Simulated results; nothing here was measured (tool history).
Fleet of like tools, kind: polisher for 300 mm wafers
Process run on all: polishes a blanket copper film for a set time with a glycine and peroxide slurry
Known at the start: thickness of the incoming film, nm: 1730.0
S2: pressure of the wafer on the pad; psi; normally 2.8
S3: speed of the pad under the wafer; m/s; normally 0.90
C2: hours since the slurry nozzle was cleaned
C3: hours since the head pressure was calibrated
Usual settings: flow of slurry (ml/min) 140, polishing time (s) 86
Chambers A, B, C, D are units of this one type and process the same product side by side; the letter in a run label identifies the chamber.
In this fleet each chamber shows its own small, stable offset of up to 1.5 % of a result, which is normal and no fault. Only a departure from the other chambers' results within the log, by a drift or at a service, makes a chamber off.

{"day": 0.258, "done": "chamber D: worn pad replaced by a new one"}
{"run": "1C", "day": 0.312, "flow of slurry (ml/min)": 140, "S2": 2.8, "S3": 0.9, "polishing time (s)": 86, "wafers polished on this pad": 239, "C2": 301.2, "C3": 68.2, "film removed (angstrom)": 4815.6}
{"day": 0.533, "done": "chamber A: worn pad replaced by a new one"}
{"run": "2A", "day": 0.871, "flow of slurry (ml/min)": 140, "S2": 2.8, "S3": 0.9, "polishing time (s)": 86, "wafers polished on this pad": 98, "C2": 320.3, "C3": 446.9, "film removed (angstrom)": 4759.5}
{"run": "3D", "day": 1.192, "flow of slurry (ml/min)": 140, "S2": 2.8, "S3": 0.9, "polishing time (s)": 86, "wafers polished on this pad": 271, "C2": 31.0, "C3": 953.9, "film removed (angstrom)": 4710.5}
{"day": 1.433, "done": "chamber B: worn pad replaced by a new one"}
{"run": "4B", "day": 1.442, "flow of slurry (ml/min)": 140, "S2": 2.8, "S3": 0.9, "polishing time (s)": 86, "wafers polished on this pad": 2, "C2": 523.1, "C3": 333.7, "film removed (angstrom)": 4785.9}
{"run": "5D", "day": 1.942, "flow of slurry (ml/min)": 140, "S2": 2.8, "S3": 0.9, "polishing time (s)": 86, "wafers polished on this pad": 489, "C2": 49.0, "C3": 971.9, "film removed (angstrom)": 4718.0}
{"run": "6B", "day": 2.225, "flow of slurry (ml/min)": 140, "S2": 2.8, "S3": 0.9, "polishing time (s)": 86, "wafers polished on this pad": 230, "C2": 541.9, "C3": 352.5, "film removed (angstrom)": 4810.5}
{"day": 2.317, "done": "chamber C: worn pad replaced by a new one"}
{"run": "7A", "day": 2.554, "flow of slurry (ml/min)": 140, "S2": 2.8, "S3": 0.9, "polishing time (s)": 86, "wafers polished on this pad": 587, "C2": 360.7, "C3": 487.3, "film removed (angstrom)": 4747.2}
{"run": "8C", "day": 2.933, "flow of slurry (ml/min)": 140, "S2": 2.8, "S3": 0.9, "polishing time (s)": 86, "wafers polished on this pad": 179, "C2": 364.1, "C3": 131.1, "film removed (angstrom)": 4753.5}
{"day": 3.3, "done": "chamber D: worn pad replaced by a new one"}
{"run": "9A", "day": 3.429, "flow of slurry (ml/min)": 140, "S2": 2.8, "S3": 0.9, "polishing time (s)": 86, "wafers polished on this pad": 841, "C2": 381.7, "C3": 508.3, "film removed (angstrom)": 4630.8}
{"day": 3.562, "done": "chamber A: worn pad replaced by a new one"}
{"run": "10B", "day": 3.929, "flow of slurry (ml/min)": 140, "S2": 2.8, "S3": 0.9, "polishing time (s)": 86, "wafers polished on this pad": 725, "C2": 582.8, "C3": 393.4, "film removed (angstrom)": 4828.8}
{"run": "11C", "day": 4.312, "flow of slurry (ml/min)": 140, "S2": 2.8, "S3": 0.9, "polishing time (s)": 86, "wafers polished on this pad": 579, "C2": 397.2, "C3": 164.2, "film removed (angstrom)": 4741.4}
{"day": 4.567, "done": "chamber C: slurry nozzle cleaned"}
{"day": 4.633, "done": "chamber B: head pressure recalibrated"}
{"day": 4.688, "done": "chamber B: worn pad replaced by a new one"}
{"run": "12D", "day": 4.846, "flow of slurry (ml/min)": 140, "S2": 2.8, "S3": 0.9, "polishing time (s)": 86, "wafers polished on this pad": 449, "C2": 118.7, "C3": 1041.6, "film removed (angstrom)": 4655.9}
{"run": "13D", "day": 5.362, "flow of slurry (ml/min)": 140, "S2": 2.8, "S3": 0.9, "polishing time (s)": 86, "wafers polished on this pad": 599, "C2": 131.1, "C3": 1054.0, "film removed (angstrom)": 4742.4}
{"day": 5.55, "done": "chamber C: worn pad replaced by a new one"}
{"run": "14A", "day": 5.704, "flow of slurry (ml/min)": 140, "S2": 2.8, "S3": 0.9, "polishing time (s)": 86, "wafers polished on this pad": 622, "C2": 436.3, "C3": 562.9, "film removed (angstrom)": 4624.4}
{"run": "15B", "day": 6.242, "flow of slurry (ml/min)": 140, "S2": 2.8, "S3": 0.9, "polishing time (s)": 86, "wafers polished on this pad": 451, "C2": 638.3, "C3": 38.6, "film removed (angstrom)": 4693.0}
{"day": 6.679, "done": "chamber D: worn pad replaced by a new one"}
{"run": "16C", "day": 6.683, "flow of slurry (ml/min)": 140, "S2": 2.8, "S3": 0.9, "polishing time (s)": 86, "wafers polished on this pad": 329, "C2": 50.8, "C3": 221.1, "film removed (angstrom)": 4763.2}
{"day": 6.954, "done": "chamber A: slurry nozzle cleaned"}
{"run": "17C", "day": 7.092, "flow of slurry (ml/min)": 140, "S2": 2.8, "S3": 0.9, "polishing time (s)": 86, "wafers polished on this pad": 448, "C2": 60.6, "C3": 230.9, "film removed (angstrom)": 4736.8}
{"day": 7.217, "done": "chamber A: worn pad replaced by a new one"}
{"day": 7.267, "done": "chamber D: head pressure recalibrated"}
{"run": "18D", "day": 7.412, "flow of slurry (ml/min)": 140, "S2": 2.8, "S3": 0.9, "polishing time (s)": 86, "wafers polished on this pad": 214, "C2": 180.3, "C3": 3.6, "film removed (angstrom)": 4717.2}
{"run": "19A", "day": 7.867, "flow of slurry (ml/min)": 140, "S2": 2.8, "S3": 0.9, "polishing time (s)": 86, "wafers polished on this pad": 189, "C2": 22.0, "C3": 614.8, "film removed (angstrom)": 4726.7}
{"day": 8.15, "done": "chamber B: worn pad replaced by a new one"}
{"run": "20B", "day": 8.3, "flow of slurry (ml/min)": 140, "S2": 2.8, "S3": 0.9, "polishing time (s)": 86, "wafers polished on this pad": 43, "C2": 687.7, "C3": 88.0, "film removed (angstrom)": 4564.4}
{"run": "21B", "day": 8.588, "flow of slurry (ml/min)": 140, "S2": 3.6, "S3": 0.9, "polishing time (s)": 86, "wafers polished on this pad": 127, "C2": 694.6, "C3": 94.9, "film removed (angstrom)": 5623.9}
{"run": "22C", "day": 8.867, "flow of slurry (ml/min)": 140, "S2": 3.6, "S3": 0.9, "polishing time (s)": 86, "wafers polished on this pad": 963, "C2": 103.2, "C3": 273.5, "film removed (angstrom)": 5837.7}
{"day": 9.021, "done": "chamber C: worn pad replaced by a new one"}
{"run": "23A", "day": 9.133, "flow of slurry (ml/min)": 140, "S2": 3.6, "S3": 0.9, "polishing time (s)": 86, "wafers polished on this pad": 557, "C2": 52.4, "C3": 645.2, "film removed (angstrom)": 5909.7}
{"day": 9.525, "done": "chamber D: worn pad replaced by a new one"}
{"run": "24D", "day": 9.629, "flow of slurry (ml/min)": 140, "S2": 3.6, "S3": 0.9, "polishing time (s)": 86, "wafers polished on this pad": 30, "C2": 233.5, "C3": 56.8, "film removed (angstrom)": 5809.4}
{"run": "25C", "day": 9.95, "flow of slurry (ml/min)": 140, "S2": 2.8, "S3": 0.9, "polishing time (s)": 86, "wafers polished on this pad": 270, "C2": 129.2, "C3": 299.5, "film removed (angstrom)": 4834.2}
{"day": 10.117, "done": "chamber A: worn pad replaced by a new one"}
{"run": "26D", "day": 10.367, "flow of slurry (ml/min)": 140, "S2": 2.8, "S3": 0.9, "polishing time (s)": 86, "wafers polished on this pad": 245, "C2": 251.2, "C3": 74.5, "film removed (angstrom)": 4724.3}
{"run": "27A", "day": 10.879, "flow of slurry (ml/min)": 140, "S2": 2.8, "S3": 1.06, "polishing time (s)": 67, "wafers polished on this pad": 221, "C2": 94.3, "C3": 687.1, "film removed (angstrom)": 4091.9}
{"run": "28B", "day": 11.329, "flow of slurry (ml/min)": 140, "S2": 2.8, "S3": 1.06, "polishing time (s)": 67, "wafers polished on this pad": 923, "C2": 760.4, "C3": 160.7, "film removed (angstrom)": 4098.3}
{"day": 11.471, "done": "chamber B: worn pad replaced by a new one"}
{"run": "29C", "day": 11.717, "flow of slurry (ml/min)": 140, "S2": 2.8, "S3": 1.06, "polishing time (s)": 67, "wafers polished on this pad": 783, "C2": 171.6, "C3": 341.9, "film removed (angstrom)": 4194.9}
{"run": "30D", "day": 12.258, "flow of slurry (ml/min)": 140, "S2": 2.8, "S3": 1.06, "polishing time (s)": 67, "wafers polished on this pad": 794, "C2": 296.6, "C3": 119.9, "film removed (angstrom)": 4130.4}
{"day": 12.454, "done": "chamber A: head pressure recalibrated"}
{"run": "31B", "day": 12.575, "flow of slurry (ml/min)": 140, "S2": 2.8, "S3": 0.9, "polishing time (s)": 86, "wafers polished on this pad": 321, "C2": 790.3, "C3": 190.6, "film removed (angstrom)": 4414.7}
{"day": 12.579, "done": "chamber C: worn pad replaced by a new one"}
{"day": 12.775, "done": "chamber D: worn pad replaced by a new one"}
{"run": "32A", "day": 13.033, "flow of slurry (ml/min)": 100, "S2": 2.8, "S3": 0.9, "polishing time (s)": 113, "wafers polished on this pad": 847, "C2": 146.0, "C3": 13.9, "film removed (angstrom)": 5740.1}
{"run": "33D", "day": 13.517, "flow of slurry (ml/min)": 100, "S2": 2.8, "S3": 0.9, "polishing time (s)": 113, "wafers polished on this pad": 215, "C2": 326.8, "C3": 150.1, "film removed (angstrom)": 5794.0}
{"day": 13.579, "done": "chamber A: worn pad replaced by a new one"}
{"run": "34A", "day": 13.779, "flow of slurry (ml/min)": 100, "S2": 2.8, "S3": 0.9, "polishing time (s)": 113, "wafers polished on this pad": 59, "C2": 163.9, "C3": 31.8, "film removed (angstrom)": 5652.9}
{"run": "35C", "day": 14.217, "flow of slurry (ml/min)": 100, "S2": 2.8, "S3": 0.9, "polishing time (s)": 113, "wafers polished on this pad": 476, "C2": 231.6, "C3": 401.9, "film removed (angstrom)": 5671.7}
{"run": "36B", "day": 14.779, "flow of slurry (ml/min)": 140, "S2": 2.8, "S3": 0.9, "polishing time (s)": 86, "wafers polished on this pad": 961, "C2": 843.2, "C3": 243.5, "film removed (angstrom)": 4366.7}
{"day": 15.0, "done": "chamber B: worn pad replaced by a new one"}
{"run": "37D", "day": 15.2, "flow of slurry (ml/min)": 140, "S2": 2.8, "S3": 0.9, "polishing time (s)": 86, "wafers polished on this pad": 704, "C2": 367.2, "C3": 190.5, "film removed (angstrom)": 4612.6}
{"day": 15.371, "done": "chamber C: worn pad replaced by a new one"}
{"run": "38B", "day": 15.508, "flow of slurry (ml/min)": 140, "S2": 2.8, "S3": 0.9, "polishing time (s)": 86, "wafers polished on this pad": 147, "C2": 860.7, "C3": 261.0, "film removed (angstrom)": 4285.9}
{"run": "39A", "day": 15.833, "flow of slurry (ml/min)": 140, "S2": 2.8, "S3": 0.9, "polishing time (s)": 86, "wafers polished on this pad": 655, "C2": 213.2, "C3": 81.1, "film removed (angstrom)": 4760.1}
{"run": "40C", "day": 16.279, "flow of slurry (ml/min)": 140, "S2": 2.8, "S3": 0.9, "polishing time (s)": 86, "wafers polished on this pad": 264, "C2": 281.1, "C3": 451.4, "film removed (angstrom)": 4715.7}

Is one chamber off against the others, does the gauge drift, or is nothing wrong? If a chamber is off, say which, and what the likeliest cause is.

Little by little, chamber B moves away from the other chambers.
Most likely cause: slurry flow missing at the pad, % = 39.1.

Here are 4 candidates for chamber B's next run, each the usual settings with a change, their results left as question marks. Which one brings its results back in line with what the others give on the usual settings?
Counts as in line when no further than this from what the other chambers average on the usual settings: film removed (angstrom) 210.0
{"run": "41B-1", "day": 16.688, "flow of slurry (ml/min)": 140, "S2": 2.7, "S3": 0.86, "polishing time (s)": 83, "film removed (angstrom)": "?"}
{"run": "41B-2", "day": 16.688, "flow of slurry (ml/min)": 145, "S2": 3.1, "S3": 0.9, "polishing time (s)": 97, "film removed (angstrom)": "?"}
{"run": "41B-3", "day": 16.688, "flow of slurry (ml/min)": 140, "S2": 2.8, "S3": 0.9, "polishing time (s)": 94, "film removed (angstrom)": "?"}
{"run": "41B-4", "day": 16.688, "flow of slurry (ml/min)": 135, "S2": 2.6, "S3": 0.84, "polishing time (s)": 78, "film removed (angstrom)": "?"}

Average result of the remaining chambers running the usual settings: film removed (angstrom) 4712.2
run=41B-1 film_removed_(angstrom)=3869.9
run=41B-2 film_removed_(angstrom)=5299.9
run=41B-3 film_removed_(angstrom)=4682.1
run=41B-4 film_removed_(angstrom)=3427.5
Change 41B-3 lands the chamber within the allowed miss of the other chambers.

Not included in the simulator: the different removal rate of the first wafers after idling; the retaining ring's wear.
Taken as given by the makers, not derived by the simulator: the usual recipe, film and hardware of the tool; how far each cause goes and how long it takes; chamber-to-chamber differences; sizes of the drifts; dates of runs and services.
